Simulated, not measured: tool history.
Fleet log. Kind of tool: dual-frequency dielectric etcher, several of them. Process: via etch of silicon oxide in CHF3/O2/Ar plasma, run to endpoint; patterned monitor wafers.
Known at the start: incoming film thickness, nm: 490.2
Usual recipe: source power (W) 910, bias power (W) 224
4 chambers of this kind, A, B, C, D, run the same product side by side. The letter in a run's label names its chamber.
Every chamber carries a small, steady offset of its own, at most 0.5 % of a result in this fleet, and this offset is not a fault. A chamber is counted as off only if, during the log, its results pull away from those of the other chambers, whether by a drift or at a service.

Run 1B, hour 9.5: usual settings. Result: endpoint time (s) 197.30.
Run 2C, hour 23.4: usual settings. Result: endpoint time (s) 197.97.
Run 3D, hour 30.8: usual settings. Result: endpoint time (s) 196.02.
Run 4A, hour 44.6: usual settings. Result: endpoint time (s) 197.52.
At hour 54.5: chamber D: source power generator calibrated.
Run 5B, hour 59.9: usual settings. Result: endpoint time (s) 196.33.
Run 6C, hour 70.1: usual settings. Result: endpoint time (s) 197.68.
Run 7A, hour 81.5: usual settings. Result: endpoint time (s) 196.42.
Run 8D, hour 95.3: usual settings but bias power (W) 254. Result: endpoint time (s) 189.40.
Run 9B, hour 105.2: usual settings but bias power (W) 254. Result: endpoint time (s) 187.80.
Run 10D, hour 121.1: usual settings but bias power (W) 254. Result: endpoint time (s) 188.06.
Run 11A, hour 130.1: usual settings but bias power (W) 254. Result: endpoint time (s) 188.18.
Run 12C, hour 142.9: usual settings. Result: endpoint time (s) 196.78.
Run 13C, hour 158.1: usual settings. Result: endpoint time (s) 198.03.
Run 14B, hour 168.7: usual settings. Result: endpoint time (s) 195.81.
Run 15A, hour 178.4: usual settings. Result: endpoint time (s) 194.89.
Run 16D, hour 194.3: usual settings. Result: endpoint time (s) 197.32.
At hour 206.0: chamber C: source power generator calibrated.
Run 17C, hour 208.1: usual settings but bias power (W) 176. Result: endpoint time (s) 213.09.
Run 18D, hour 216.5: usual settings but bias power (W) 176. Result: endpoint time (s) 214.01.
At hour 227.3: chamber B: wet clean of the chamber.
Run 19B, hour 229.0: usual settings but bias power (W) 176. Result: endpoint time (s) 206.69.
Run 20A, hour 238.6: usual settings but bias power (W) 176. Result: endpoint time (s) 210.62.
Run 21A, hour 250.2: usual settings. Result: endpoint time (s) 195.92.
At hour 252.2: chamber C: wet clean of the chamber.
Run 22C, hour 261.8: usual settings. Result: endpoint time (s) 197.90.
Run 23B, hour 272.2: usual settings. Result: endpoint time (s) 189.97.
Run 24D, hour 287.5: usual settings. Result: endpoint time (s) 195.71.
Run 25A, hour 295.1: usual settings. Result: endpoint time (s) 196.09.
Run 26D, hour 303.2: usual settings. Result: endpoint time (s) 197.42.
Run 27B, hour 316.8: usual settings. Result: endpoint time (s) 189.69.
Run 28C, hour 325.8: usual settings. Result: endpoint time (s) 198.73.
At hour 336.7: chamber B: source power generator calibrated.
Run 29D, hour 337.7: usual settings. Result: endpoint time (s) 197.33.
Run 30A, hour 345.9: usual settings. Result: endpoint time (s) 196.79.
At hour 361.1: chamber D: wet clean of the chamber.
Run 31C, hour 362.3: usual settings. Result: endpoint time (s) 196.99.
Run 32B, hour 377.3: usual settings. Result: endpoint time (s) 189.33.
Run 33C, hour 389.3: usual settings but source power (W) 830, bias power (W) 196. Result: endpoint time (s) 215.50.
Run 34D, hour 402.4: usual settings but source power (W) 830, bias power (W) 196. Result: endpoint time (s) 213.10.
Run 35A, hour 412.6: usual settings but source power (W) 830, bias power (W) 196. Result: endpoint time (s) 212.81.
Run 36B, hour 424.7: usual settings but source power (W) 830, bias power (W) 196. Result: endpoint time (s) 206.21.
Run 37B, hour 433.4: usual settings. Result: endpoint time (s) 190.03.
Run 38C, hour 444.6: usual settings. Result: endpoint time (s) 196.87.

Predict what each chamber gives when all 4 of them run the settings below next.
Run 39A, hour 456.4: usual settings but bias power (W) 190. Result: endpoint time (s) ?.
Run 39B, hour 456.4: usual settings but bias power (W) 190. Result: endpoint time (s) ?.
Run 39C, hour 456.4: usual settings but bias power (W) 190. Result: endpoint time (s) ?.
Run 39D, hour 456.4: usual settings but bias power (W) 190. Result: endpoint time (s) ?.

run  endpoint time (s)
39A             207.62
39B             200.37
39C             208.04
39D             207.95
